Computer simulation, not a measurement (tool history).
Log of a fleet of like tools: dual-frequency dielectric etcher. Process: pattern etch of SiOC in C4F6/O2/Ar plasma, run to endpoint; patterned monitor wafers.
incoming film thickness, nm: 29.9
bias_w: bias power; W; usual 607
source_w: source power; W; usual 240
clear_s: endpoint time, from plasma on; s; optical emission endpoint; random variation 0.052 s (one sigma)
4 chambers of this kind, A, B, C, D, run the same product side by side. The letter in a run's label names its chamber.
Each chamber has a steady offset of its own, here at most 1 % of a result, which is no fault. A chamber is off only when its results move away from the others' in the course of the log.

run,hour,bias_w,source_w,clear_s
1A,3.3,607,240,11.346
2C,7.9,607,240,11.323
3D,12.6,607,240,11.337
4B,16,607,240,11.222
5B,18.3,607,240,11.199
6A,22.2,607,240,11.207
7D,26.5,607,240,11.373
8C,29.5,484,190,13.36
9A,34,484,190,13.305
10D,36.1,484,190,13.54
11B,40.9,484,190,13.506
12C,45.6,607,240,11.3
13A,49.3,607,240,11.168
14D,51.9,607,240,11.411
15B,56.3,607,240,11.244
16C,60.2,607,240,11.334
17B,62.4,607,240,11.281
# hour 62.7: chamber A: wet clean of the chamber
18D,66.2,607,240,11.395
19C,70.2,607,240,11.32
20A,72.4,607,240,11.815
21C,74.5,607,240,11.176
22B,77.3,739,300,9.5381
23D,81.5,739,300,9.6662
24A,84,739,300,10.111
25B,88.1,739,300,9.5954
26C,90.5,607,240,11.306
27A,93.5,480,240,12.935
28D,96.6,480,240,12.432
29D,99,480,240,12.424
30B,103.7,480,240,12.351
31C,107.9,607,240,11.34
# hour 111.4: chamber D: wet clean of the chamber
32A,112.1,607,240,11.837
33C,116.1,607,240,11.297
34B,118.3,607,280,10.535
35A,123,607,280,11.147
36D,127.6,607,280,10.704
37B,132.4,607,280,10.635

What goes on in this fleet: one chamber off, a drifting gauge, or nothing beyond the chambers' own small offsets? Name the chamber and the cause, if any.

A service left chamber A off against the others.
Cause: etch rate under this chamber's usual, % = 5.26.

Here are 4 candidates for chamber A's next run, each the usual settings with a change, their results left as question marks. Which one brings its results back in line with what the others give on the usual settings?
In line means no further than this from the other chambers' mean on the usual settings: clear_s 0.18 s
38A-1,135.8,570,230,?
38A-2,135.8,607,270,?
38A-3,135.8,607,230,?
38A-4,135.8,607,250,?

The other chambers' mean on the usual settings: clear_s 11.301 s
run,clear_s
38A-1,12.273
38A-2,11.284
38A-3,11.971
38A-4,11.609
38A-2 brings the chamber back in line.
